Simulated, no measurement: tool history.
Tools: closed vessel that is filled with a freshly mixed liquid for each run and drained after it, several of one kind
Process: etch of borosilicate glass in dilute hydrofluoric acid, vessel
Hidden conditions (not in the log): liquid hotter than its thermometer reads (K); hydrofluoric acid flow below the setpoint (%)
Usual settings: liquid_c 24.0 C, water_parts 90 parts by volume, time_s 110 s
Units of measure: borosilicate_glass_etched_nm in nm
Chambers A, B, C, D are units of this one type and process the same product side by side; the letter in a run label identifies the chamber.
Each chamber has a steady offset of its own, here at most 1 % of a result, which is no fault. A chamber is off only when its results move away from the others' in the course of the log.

run,day,liquid_c,water_parts,time_s,hours since the thermometer was replaced,hours since the hydrofluoric acid flow meter was replaced,"read-back film thickness of the borosilicate glass reference wafer, read on the same gauge (nm)",borosilicate_glass_etched_nm
1C,0.154,24.0,90,110,1065.9,1266.1,110.01,46.695
2B,0.371,24.0,90,110,1731.4,2185.1,109.97,46.793
3A,0.567,24.0,90,110,1912.8,838.5,110.00,47.378
4D,0.679,24.0,90,110,117.4,1092.6,109.98,47.256
5D,0.829,24.0,90,110,121.0,1096.2,110.01,47.468
6C,1.038,24.0,90,110,1087.1,1287.3,109.99,46.634
7B,1.192,24.0,90,110,1751.1,2204.8,110.00,46.678
8A,1.321,24.0,90,110,1930.9,856.6,109.97,47.635
9A,1.508,24.0,90,110,1935.4,861.1,110.02,47.550
10C,1.629,24.0,90,110,1101.3,1301.5,109.99,46.967
11D,1.792,24.0,90,110,144.1,1119.3,109.97,46.278
12B,1.912,24.0,90,110,1768.4,2222.1,109.98,47.531
13B,2.075,26.0,90,110,1772.3,2226.0,109.99,50.368
14A,2.254,26.0,90,110,1953.3,879.0,110.01,50.753
15C,2.383,26.0,90,110,1119.4,1319.6,110.05,50.091
16D,2.508,26.0,90,110,161.3,1136.5,109.99,51.484
17B,2.717,24.0,90,110,1787.7,2241.4,109.99,47.197
18D,2.908,24.0,90,110,170.9,1146.1,110.02,46.353
19C,3.108,24.0,90,110,1136.8,1337.0,109.98,46.665
20A,3.283,24.0,90,110,1978.0,903.7,110.00,46.185
21D,3.408,22.5,90,110,182.9,1158.1,109.99,44.453
# day 3.467: chamber B: thermometer replaced
22B,3.550,22.5,90,110,2.1,2261.4,110.01,43.573
23A,3.646,22.5,90,110,1986.7,912.4,110.03,42.803
24C,3.792,22.5,90,110,1153.2,1353.4,109.98,44.029
25C,4.008,24.0,90,110,1158.4,1358.6,110.02,47.669
26A,4.171,24.0,90,110,1999.3,925.0,110.00,45.296
27D,4.350,24.0,90,110,205.5,1180.7,110.05,46.896
28B,4.475,28.5,90,110,24.3,2283.6,110.05,56.886
29B,4.675,28.5,90,110,29.1,2288.4,110.02,56.763
30C,4.788,28.5,90,110,1177.1,1377.3,110.00,56.206
31D,4.983,28.5,90,110,220.7,1195.9,110.01,55.681
32A,5.150,24.0,90,110,2022.8,948.5,110.01,43.518
33A,5.279,24.0,90,110,2025.9,951.6,109.98,43.894
34B,5.496,24.0,90,110,48.8,2308.1,110.03,46.642
35D,5.629,24.0,115,65,236.2,1211.4,109.98,20.913
36C,5.829,24.0,115,65,1202.1,1402.3,110.01,21.303
37D,5.975,24.0,115,65,244.5,1219.7,110.02,20.965
38B,6.088,24.0,115,65,63.0,2322.3,110.03,21.125
39A,6.262,24.0,90,110,2049.5,975.2,110.00,42.596

All chambers now run identical settings, listed one chamber a line with results as question marks. What results will each chamber show?
40A,6.421,24.0,75,110,,,,?
40B,6.421,24.0,75,110,,,,?
40C,6.421,24.0,75,110,,,,?
40D,6.421,24.0,75,110,,,,?

run,borosilicate_glass_etched_nm
40A,51.396
40B,56.973
40C,58.437
40D,56.434

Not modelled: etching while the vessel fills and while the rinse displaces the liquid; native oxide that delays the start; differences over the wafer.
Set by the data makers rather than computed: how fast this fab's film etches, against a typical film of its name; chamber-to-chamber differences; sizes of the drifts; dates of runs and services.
